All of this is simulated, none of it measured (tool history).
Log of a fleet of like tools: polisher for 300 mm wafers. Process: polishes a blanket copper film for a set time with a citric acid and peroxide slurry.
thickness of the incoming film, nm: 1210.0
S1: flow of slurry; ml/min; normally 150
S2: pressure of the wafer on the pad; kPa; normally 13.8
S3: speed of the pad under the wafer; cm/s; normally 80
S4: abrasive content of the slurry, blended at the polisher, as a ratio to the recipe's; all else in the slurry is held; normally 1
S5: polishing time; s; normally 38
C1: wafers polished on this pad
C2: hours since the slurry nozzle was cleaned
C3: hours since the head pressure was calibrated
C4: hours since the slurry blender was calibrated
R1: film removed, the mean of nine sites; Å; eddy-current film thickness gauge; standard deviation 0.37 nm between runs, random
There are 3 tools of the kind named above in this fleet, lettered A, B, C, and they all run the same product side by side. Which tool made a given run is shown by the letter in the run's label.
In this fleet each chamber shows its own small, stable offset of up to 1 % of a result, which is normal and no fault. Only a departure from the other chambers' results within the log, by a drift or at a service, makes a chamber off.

run   hour   S1    S2  S3  S4  S5   C1     C2      C3     C4      R1
       0.1  -- chamber C: slurry nozzle cleaned
       2.1  -- chamber A: slurry blender recalibrated
 1B      3  150  13.8  80   1  38  888  326.3   374.8  295.3  464.17
 2C    7.7  150  13.8  80   1  38  746    7.6   692.4   19.6  466.36
       8.8  -- chamber B: worn pad replaced by a new one
 3A   11.4  150  13.8  80   1  38  217  170.4   929.6    9.3  464.85
 4B   14.6  150  13.8  80   1  38   54  337.9   386.4  306.9  468.15
 5A   17.4  150  13.8  80   1  38  273  176.4   935.6   15.3  468.74
      18.3  -- chamber C: worn pad replaced by a new one
 6C   21.4  150  16.5  80   1  38   29   21.3   706.1   33.3  559.14
 7B     27  150  16.5  80   1  38  169  350.3   398.8  319.3  564.32
 8A   31.9  150  16.5  80   1  38  408  190.9   950.1   29.8  565.57
 9C   36.3  150  13.8  80   1  38  167   36.2     721   48.2  467.11
10B   40.3  150  13.8  80   1  38  292  363.6   412.1  332.6  468.64
11A   43.1  150  13.8  80   1  38  511  202.1   961.3     41  469.73
      44.4  -- chamber C: head pressure recalibrated
12C   48.7  150  13.8  80   1  38  282   48.6     4.3   60.6  464.26
13B   53.5  150  13.8  80   1  38  414  376.8   425.3  345.8  470.86
14A   57.6  150  13.8  58   1  38  646  216.6   975.8   55.5  345.03
15C   63.1  150  13.8  58   1  38  415     63    18.7     75  339.69
16C     67  150  13.8  58   1  38  452   66.9    22.6   78.9   345.7
      68.4  -- chamber A: worn pad replaced by a new one
17B   71.8  150  13.8  80   1  38  584  395.1   443.6  364.1  469.62
18A   75.5  150  13.8  80   1  38   66  234.5   993.7   73.4  467.24
19C   81.2  170  13.8  90   1  38  583   81.1    36.8   93.1  528.74
20A     84  170  13.8  90   1  38  145    243  1002.2   81.9  540.48
21B   87.6  170  13.8  90   1  38  731  410.9   459.4  379.9  535.45
22B   90.7  150  13.8  80   1  38  760    414   462.5    383  467.56
23A   95.5  150    11  80   1  38  251  254.5  1013.7   93.4  379.74
      97.9  -- chamber C: worn pad replaced by a new one
24C  100.8  150    11  80   1  38   27  100.7    56.4  112.7  379.78
25A  105.2  150    11  80   1  38  341  264.2  1023.4  103.1  380.22
26B  109.4  150  13.8  80   1  38  933  432.7   481.2  401.7  470.19

Decide between three cases: one chamber stands off from its peers, the gauge reading all wafers drifts, or nothing is wrong past each chamber's small offset. Where a chamber is off, say which and what most likely put it there.

Beyond each chamber's small constant offset nothing stands out, and the gauge stays steady.

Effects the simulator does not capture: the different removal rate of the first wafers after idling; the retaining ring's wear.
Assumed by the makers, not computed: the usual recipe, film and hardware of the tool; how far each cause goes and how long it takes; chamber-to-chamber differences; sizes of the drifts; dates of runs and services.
